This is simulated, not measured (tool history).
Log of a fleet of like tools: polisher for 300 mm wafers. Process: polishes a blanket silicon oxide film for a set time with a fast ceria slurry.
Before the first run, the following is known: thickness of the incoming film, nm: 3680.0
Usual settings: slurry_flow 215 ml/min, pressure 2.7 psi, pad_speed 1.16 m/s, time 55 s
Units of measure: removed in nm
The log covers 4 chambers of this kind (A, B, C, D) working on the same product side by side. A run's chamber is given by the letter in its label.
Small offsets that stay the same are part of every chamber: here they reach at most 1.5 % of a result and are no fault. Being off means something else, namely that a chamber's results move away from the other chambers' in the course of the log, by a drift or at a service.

run 1B day=0.200 | slurry_flow=215 pressure=2.7 pad_speed=1.16 time=55 | removed=948.94
run 2C day=0.388 | slurry_flow=215 pressure=2.7 pad_speed=1.16 time=55 | removed=949.46
-- day=0.479 chamber B: worn pad replaced by a new one
run 3A day=0.758 | slurry_flow=215 pressure=2.7 pad_speed=1.16 time=55 | removed=957.15
run 4D day=1.088 | slurry_flow=215 pressure=2.7 pad_speed=1.16 time=55 | removed=949.76
run 5A day=1.267 | slurry_flow=150 pressure=3.1 pad_speed=1.16 time=55 | removed=1048.10
run 6D day=1.562 | slurry_flow=150 pressure=3.1 pad_speed=1.16 time=55 | removed=1022.60
run 7B day=1.729 | slurry_flow=150 pressure=3.1 pad_speed=1.16 time=55 | removed=1060.20
run 8C day=1.917 | slurry_flow=150 pressure=3.1 pad_speed=1.16 time=55 | removed=1046.80
-- day=2.088 chamber D: worn pad replaced by a new one
run 9A day=2.175 | slurry_flow=215 pressure=2.7 pad_speed=1.16 time=55 | removed=935.24
-- day=2.267 chamber C: slurry nozzle cleaned
run 10B day=2.379 | slurry_flow=215 pressure=2.7 pad_speed=1.16 time=55 | removed=976.01
-- day=2.529 chamber D: head pressure recalibrated
run 11C day=2.717 | slurry_flow=215 pressure=2.7 pad_speed=1.16 time=55 | removed=950.04
run 12D day=3.088 | slurry_flow=215 pressure=2.7 pad_speed=1.16 time=55 | removed=961.49
-- day=3.192 chamber A: worn pad replaced by a new one
-- day=3.208 chamber B: head pressure recalibrated
run 13A day=3.254 | slurry_flow=215 pressure=2.7 pad_speed=1.16 time=55 | removed=939.55
-- day=3.262 chamber B: worn pad replaced by a new one
run 14C day=3.508 | slurry_flow=215 pressure=2.7 pad_speed=1.16 time=55 | removed=935.17
run 15D day=3.742 | slurry_flow=215 pressure=2.7 pad_speed=1.16 time=55 | removed=945.58
run 16B day=4.054 | slurry_flow=215 pressure=2.7 pad_speed=1.16 time=55 | removed=870.85
run 17D day=4.296 | slurry_flow=215 pressure=2.7 pad_speed=1.16 time=55 | removed=935.26
-- day=4.404 chamber C: worn pad replaced by a new one
run 18C day=4.471 | slurry_flow=215 pressure=2.7 pad_speed=1.16 time=55 | removed=950.75
-- day=4.692 chamber D: worn pad replaced by a new one
run 19A day=4.725 | slurry_flow=215 pressure=2.7 pad_speed=1.16 time=55 | removed=942.54
run 20B day=5.029 | slurry_flow=215 pressure=2.7 pad_speed=1.16 time=37 | removed=585.95
run 21A day=5.275 | slurry_flow=215 pressure=2.7 pad_speed=1.16 time=37 | removed=651.38
run 22C day=5.612 | slurry_flow=215 pressure=2.7 pad_speed=1.16 time=37 | removed=649.47
run 23D day=5.783 | slurry_flow=215 pressure=2.7 pad_speed=1.16 time=37 | removed=634.24
run 24B day=6.050 | slurry_flow=215 pressure=2.7 pad_speed=1.16 time=55 | removed=854.27
-- day=6.175 chamber B: worn pad replaced by a new one
run 25C day=6.375 | slurry_flow=215 pressure=2.7 pad_speed=1.16 time=55 | removed=967.25
run 26D day=6.554 | slurry_flow=215 pressure=2.7 pad_speed=1.16 time=55 | removed=935.41
-- day=6.654 chamber D: worn pad replaced by a new one
run 27B day=6.762 | slurry_flow=175 pressure=2.7 pad_speed=1.16 time=55 | removed=848.45
run 28A day=7.100 | slurry_flow=175 pressure=2.7 pad_speed=1.16 time=55 | removed=926.18
run 29A day=7.367 | slurry_flow=175 pressure=2.7 pad_speed=1.16 time=55 | removed=916.39
run 30D day=7.608 | slurry_flow=175 pressure=2.7 pad_speed=1.16 time=55 | removed=944.76

Is one chamber off against the others, does the gauge drift, or is nothing wrong? If a chamber is off, say which, and what the likeliest cause is.

Chamber B came out of a service off from its peers and stayed that way.
What lies behind it: head's pressure below its setpoint, % = 10.3.

Which of the 4 candidates below, each the usual settings with something changed and its results left as question marks, puts chamber B back in line with what the other chambers give on the usual settings?
In-line tolerance around the mean of the other chambers on the usual settings: removed 41.00 nm
run 31B-1 day=7.879 | slurry_flow=215 pressure=2.7 pad_speed=1.16 time=50 | removed=?
run 31B-2 day=7.879 | slurry_flow=215 pressure=2.5 pad_speed=1.16 time=50 | removed=?
run 31B-3 day=7.879 | slurry_flow=215 pressure=2.7 pad_speed=1.26 time=60 | removed=?
run 31B-4 day=7.879 | slurry_flow=215 pressure=2.8 pad_speed=1.20 time=57 | removed=?

The mean the other chambers reach with the usual settings: removed 949.80 nm
run=31B-1 removed=783.13
run=31B-2 removed=725.64
run=31B-3 removed=1021.10
run=31B-4 removed=957.57
31B-4 is the one that brings the chamber's results back in line with the other chambers.

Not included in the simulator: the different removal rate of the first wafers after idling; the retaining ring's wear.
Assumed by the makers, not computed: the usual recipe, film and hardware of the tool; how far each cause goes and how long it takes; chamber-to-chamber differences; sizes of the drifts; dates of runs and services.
